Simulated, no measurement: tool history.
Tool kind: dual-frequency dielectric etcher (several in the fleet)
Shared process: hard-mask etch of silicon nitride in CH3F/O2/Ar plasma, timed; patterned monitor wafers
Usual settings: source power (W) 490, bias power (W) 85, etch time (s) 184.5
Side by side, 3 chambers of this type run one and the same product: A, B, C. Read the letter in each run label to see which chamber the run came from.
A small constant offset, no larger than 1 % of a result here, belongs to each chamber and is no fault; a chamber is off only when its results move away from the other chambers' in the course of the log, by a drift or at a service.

| run | hour | source power (W) | bias power (W) | etch time (s) | hours since the last wet clean | hours since the last source power generator calibration | hours since the last bias power generator calibration | read-back reference wafer on the same gauge, depth_nm | mean etch depth across the wafer (nm) |
|---|---|---|---|---|---|---|---|---|---|
| 1B | 5.2 | 490 | 85 | 184.5 | 176.0 | 638.4 | 4965.2 | 160.07 | 148.26 |
| 2A | 8.2 | 490 | 85 | 184.5 | 70.1 | 2614.4 | 340.7 | 160.02 | 147.26 |
| 3C | 10.8 | 490 | 85 | 184.5 | 664.0 | 404.0 | 2709.3 | 160.07 | 146.88 |
|  | 14.5 | chamber C: wet clean of the chamber |
| 4C | 15.5 | 490 | 85 | 184.5 | 1.0 | 408.7 | 2714.0 | 159.94 | 147.33 |
| 5B | 18.1 | 490 | 85 | 184.5 | 188.9 | 651.3 | 4978.1 | 159.98 | 146.89 |
| 6A | 20.6 | 490 | 85 | 184.5 | 82.5 | 2626.8 | 353.1 | 159.88 | 147.71 |
| 7A | 25.7 | 490 | 85 | 184.5 | 87.6 | 2631.9 | 358.2 | 160.01 | 147.26 |
|  | 27.2 | chamber B: bias power generator calibrated |
| 8C | 28.2 | 490 | 85 | 184.5 | 13.7 | 421.4 | 2726.7 | 159.93 | 146.13 |
| 9B | 31.1 | 490 | 85 | 184.5 | 201.9 | 664.3 | 3.9 | 160.03 | 147.65 |
| 10A | 34.1 | 490 | 85 | 184.5 | 96.0 | 2640.3 | 366.6 | 159.95 | 147.15 |
| 11B | 36.8 | 490 | 85 | 184.5 | 207.6 | 670.0 | 9.6 | 160.00 | 147.72 |
| 12C | 41.8 | 490 | 85 | 184.5 | 27.3 | 435.0 | 2740.3 | 160.00 | 145.58 |
| 13C | 44.3 | 490 | 85 | 184.5 | 29.8 | 437.5 | 2742.8 | 160.04 | 146.20 |
| 14B | 48.3 | 540 | 95 | 184.5 | 219.1 | 681.5 | 21.1 | 159.99 | 159.73 |
| 15A | 52.7 | 540 | 95 | 184.5 | 114.6 | 2658.9 | 385.2 | 160.02 | 159.02 |
| 16A | 56.1 | 540 | 95 | 184.5 | 118.0 | 2662.3 | 388.6 | 159.81 | 159.76 |
| 17B | 60.1 | 490 | 85 | 184.5 | 230.9 | 693.3 | 32.9 | 159.81 | 147.50 |
| 18C | 63.6 | 410 | 94 | 184.5 | 49.1 | 456.8 | 2762.1 | 160.13 | 143.18 |
| 19C | 68.9 | 410 | 94 | 184.5 | 54.4 | 462.1 | 2767.4 | 160.18 | 142.09 |
| 20B | 71.4 | 410 | 94 | 184.5 | 242.2 | 704.6 | 44.2 | 159.98 | 144.73 |
| 21A | 74.9 | 490 | 85 | 184.5 | 136.8 | 2681.1 | 407.4 | 160.05 | 147.19 |
| 22C | 78.2 | 490 | 85 | 184.5 | 63.7 | 471.4 | 2776.7 | 159.96 | 146.47 |
| 23B | 83.5 | 490 | 85 | 184.5 | 254.3 | 716.7 | 56.3 | 160.01 | 150.58 |
| 24A | 87.3 | 490 | 85 | 184.5 | 149.2 | 2693.5 | 419.8 | 159.92 | 147.67 |
| 25B | 91.8 | 490 | 85 | 184.5 | 262.6 | 725.0 | 64.6 | 159.90 | 149.96 |
| 26C | 96.6 | 490 | 85 | 184.5 | 82.1 | 489.8 | 2795.1 | 159.99 | 146.71 |
| 27A | 99.6 | 490 | 85 | 184.5 | 161.5 | 2705.8 | 432.1 | 159.92 | 146.88 |
| 28A | 104.4 | 490 | 85 | 184.5 | 166.3 | 2710.6 | 436.9 | 160.20 | 147.39 |
| 29C | 109.3 | 490 | 85 | 184.5 | 94.8 | 502.5 | 2807.8 | 159.98 | 146.65 |
| 30B | 112.0 | 490 | 85 | 184.5 | 282.8 | 745.2 | 84.8 | 159.94 | 152.02 |
| 31A | 115.9 | 490 | 85 | 184.5 | 177.8 | 2722.1 | 448.4 | 160.03 | 147.28 |
| 32C | 121.0 | 490 | 85 | 184.5 | 106.5 | 514.2 | 2819.5 | 159.96 | 146.97 |
| 33B | 124.3 | 490 | 85 | 184.5 | 295.1 | 757.5 | 97.1 | 159.96 | 152.50 |
| 34B | 129.4 | 490 | 85 | 184.5 | 300.2 | 762.6 | 102.2 | 159.94 | 153.73 |
| 35C | 132.8 | 490 | 85 | 184.5 | 118.3 | 526.0 | 2831.3 | 160.11 | 147.11 |
| 36A | 136.8 | 490 | 99 | 184.5 | 198.7 | 2743.0 | 469.3 | 159.93 | 156.26 |

Read the log: is a single chamber off, either drifting away or since a service, is the gauge that measures every chamber drifting, or is nothing wrong beyond small per-chamber offsets? Name any odd chamber and what most likely caused it.

Chamber B drifts away from the others.
Most likely cause: etch rate over this chamber's usual, % = 4.03.

Chamber B could run next with any of the 4 candidate recipes listed below; each alters the usual settings, and their results appear as question marks. Which one brings its results back in line with what the other chambers deliver on the usual settings?
Maximum distance from the other chambers' mean on the usual settings for a result to count as in line: mean etch depth across the wafer (nm) 1.90
| 37B-1 | 140.6 | 490 | 86 | 192.0 |  |  |  |  | ? |
| 37B-2 | 140.6 | 440 | 76 | 184.5 |  |  |  |  | ? |
| 37B-3 | 140.6 | 500 | 85 | 197.5 |  |  |  |  | ? |
| 37B-4 | 140.6 | 430 | 85 | 184.5 |  |  |  |  | ? |

What the other chambers average on the usual settings: mean etch depth across the wafer (nm) 146.97
| run | mean etch depth across the wafer (nm) |
|---|---|
| 37B-1 | 160.52 |
| 37B-2 | 141.95 |
| 37B-3 | 165.71 |
| 37B-4 | 146.25 |
37B-4 is the one that brings the chamber's results back in line with the other chambers.
